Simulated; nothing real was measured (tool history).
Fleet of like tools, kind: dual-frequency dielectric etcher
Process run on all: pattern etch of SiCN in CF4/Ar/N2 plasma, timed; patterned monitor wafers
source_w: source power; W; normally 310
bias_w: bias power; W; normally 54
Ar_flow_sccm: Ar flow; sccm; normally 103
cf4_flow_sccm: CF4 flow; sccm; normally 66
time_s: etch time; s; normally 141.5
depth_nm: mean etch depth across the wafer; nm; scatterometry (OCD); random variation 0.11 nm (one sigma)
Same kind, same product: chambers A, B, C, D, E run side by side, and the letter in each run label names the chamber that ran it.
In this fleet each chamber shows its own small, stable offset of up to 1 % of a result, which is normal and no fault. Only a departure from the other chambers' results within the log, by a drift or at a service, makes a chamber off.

run,hour,source_w,bias_w,Ar_flow_sccm,cf4_flow_sccm,time_s,hours since the last wet clean,hours since the last source power generator calibration,hours since the last bias power generator calibration,hours since the last Ar flow controller change,hours since the last CF4 flow controller change,"read-back reference wafer on the same gauge, depth_nm",depth_nm
1A,13.5,310,54,103,66,141.5,308.4,956.2,2654,2845.5,2863,64.482,78.417
# hour 16.2: chamber B: wet clean of the chamber
2E,22.9,310,54,103,66,141.5,349.6,1113.2,1271.5,3314.6,752.3,64.467,78.955
3B,33.7,310,54,103,66,141.5,17.5,1173.9,664.9,3504.1,1001.5,64.479,77.823
4D,48.2,310,54,103,66,141.5,330.3,2209.3,2107.4,2321.9,1012.3,64.467,78.813
5C,56.7,310,54,103,66,141.5,181.1,200,278.1,200.5,3994.1,64.442,78.315
# hour 67.3: chamber D: wet clean of the chamber
6D,71.3,310,54,103,66,141.5,4,2232.4,2130.5,2345,1035.4,64.455,78.654
7E,80.8,310,54,103,66,141.5,407.5,1171.1,1329.4,3372.5,810.2,64.438,79.143
# hour 89.2: chamber E: wet clean of the chamber
8B,89.3,310,54,103,66,141.5,73.1,1229.5,720.5,3559.7,1057.1,64.422,77.768
9C,102.1,310,54,103,66,141.5,226.5,245.4,323.5,245.9,4039.5,64.416,78.232
10A,110,310,54,103,66,141.5,404.9,1052.7,2750.5,2942,2959.5,64.429,78.51
11A,120.6,310,54,103,66,141.5,415.5,1063.3,2761.1,2952.6,2970.1,64.398,78.457
# hour 132: chamber A: wet clean of the chamber
12C,133.8,310,54,103,66,141.5,258.2,277.1,355.2,277.6,4071.2,64.376,78.133
13B,146.3,310,54,103,66,141.5,130.1,1286.5,777.5,3616.7,1114.1,64.392,77.516
14D,155.4,310,54,103,66,141.5,88.1,2316.5,2214.6,2429.1,1119.5,64.347,78.415
15E,161.9,310,54,103,66,141.5,72.8,1252.2,1410.5,3453.6,891.3,64.347,78.757
16B,173.5,310,54,103,66,141.5,157.3,1313.7,804.7,3643.9,1141.3,64.348,77.637
17E,182.3,310,54,103,66,141.5,93.2,1272.6,1430.9,3474,911.7,64.35,78.864
18C,193.4,310,54,103,66,141.5,317.8,336.7,414.8,337.2,4130.8,64.303,78.123
19D,199.9,310,54,103,66,141.5,132.6,2361,2259.1,2473.6,1164,64.329,78.417
20A,208.2,310,54,103,66,141.5,76.2,1150.9,2848.7,3040.2,3057.7,64.314,78.183
21B,222.5,310,54,103,66,141.5,206.3,1362.7,853.7,3692.9,1190.3,64.314,77.537
22C,233.3,310,54,103,66,141.5,357.7,376.6,454.7,377.1,4170.7,64.316,78.01
23A,246.6,310,54,103,66,141.5,114.6,1189.3,2887.1,3078.6,3096.1,64.272,78.216
24D,255.1,310,54,103,66,141.5,187.8,2416.2,2314.3,2528.8,1219.2,64.28,78.727
25E,264.8,310,54,103,66,141.5,175.7,1355.1,1513.4,3556.5,994.2,64.258,78.872
26D,271.3,310,42,103,66,155.5,204,2432.4,2330.5,2545,1235.4,64.249,79.242
27B,283.9,310,42,103,66,155.5,267.7,1424.1,915.1,3754.3,1251.7,64.257,78.386
28A,296.7,310,42,103,66,155.5,164.7,1239.4,2937.2,3128.7,3146.2,64.229,79.015
29C,309.6,310,42,103,66,155.5,434,452.9,531,453.4,4247,64.248,78.668
30E,324.4,310,42,103,66,155.5,235.3,1414.7,1573,3616.1,1053.8,64.204,79.593
# hour 331.2: chamber D: bias power generator calibrated
31B,335.4,310,54,103,66,141.5,319.2,1475.6,966.6,3805.8,1303.2,64.187,77.218
# hour 345.1: chamber A: bias power generator calibrated
32E,346.6,310,54,103,66,141.5,257.5,1436.9,1595.2,3638.3,1076,64.193,78.442
# hour 349.7: chamber A: CF4 flow controller replaced
# hour 350.8: chamber C: wet clean of the chamber
33C,359.1,310,54,103,66,141.5,8.3,502.4,580.5,502.9,4296.5,64.186,78.009
# hour 364.9: chamber C: CF4 flow controller replaced
34A,369.6,310,54,103,66,141.5,237.6,1312.3,24.5,3201.6,19.9,64.191,78.167
35D,381.4,310,54,103,66,141.5,314.1,2542.5,50.3,2655.1,1345.5,64.136,78.403
36E,391.1,310,43,103,58,141.5,302,1481.4,1639.7,3682.8,1120.5,64.162,71.315
37A,398.7,310,43,103,58,141.5,266.7,1341.4,53.6,3230.7,49,64.163,70.71
38B,410.1,310,43,103,58,141.5,393.9,1550.3,1041.3,3880.5,1377.9,64.133,70.105
39C,419.3,310,43,103,58,141.5,68.5,562.6,640.7,563.1,54.4,64.126,70.533

Is one chamber off against the others, does the gauge drift, or is nothing wrong? If a chamber is off, say which, and what the likeliest cause is.

Gauge drift. The chambers move together only on paper, and none stands off.
Most likely cause: gauge reads low (%) = 0.59.

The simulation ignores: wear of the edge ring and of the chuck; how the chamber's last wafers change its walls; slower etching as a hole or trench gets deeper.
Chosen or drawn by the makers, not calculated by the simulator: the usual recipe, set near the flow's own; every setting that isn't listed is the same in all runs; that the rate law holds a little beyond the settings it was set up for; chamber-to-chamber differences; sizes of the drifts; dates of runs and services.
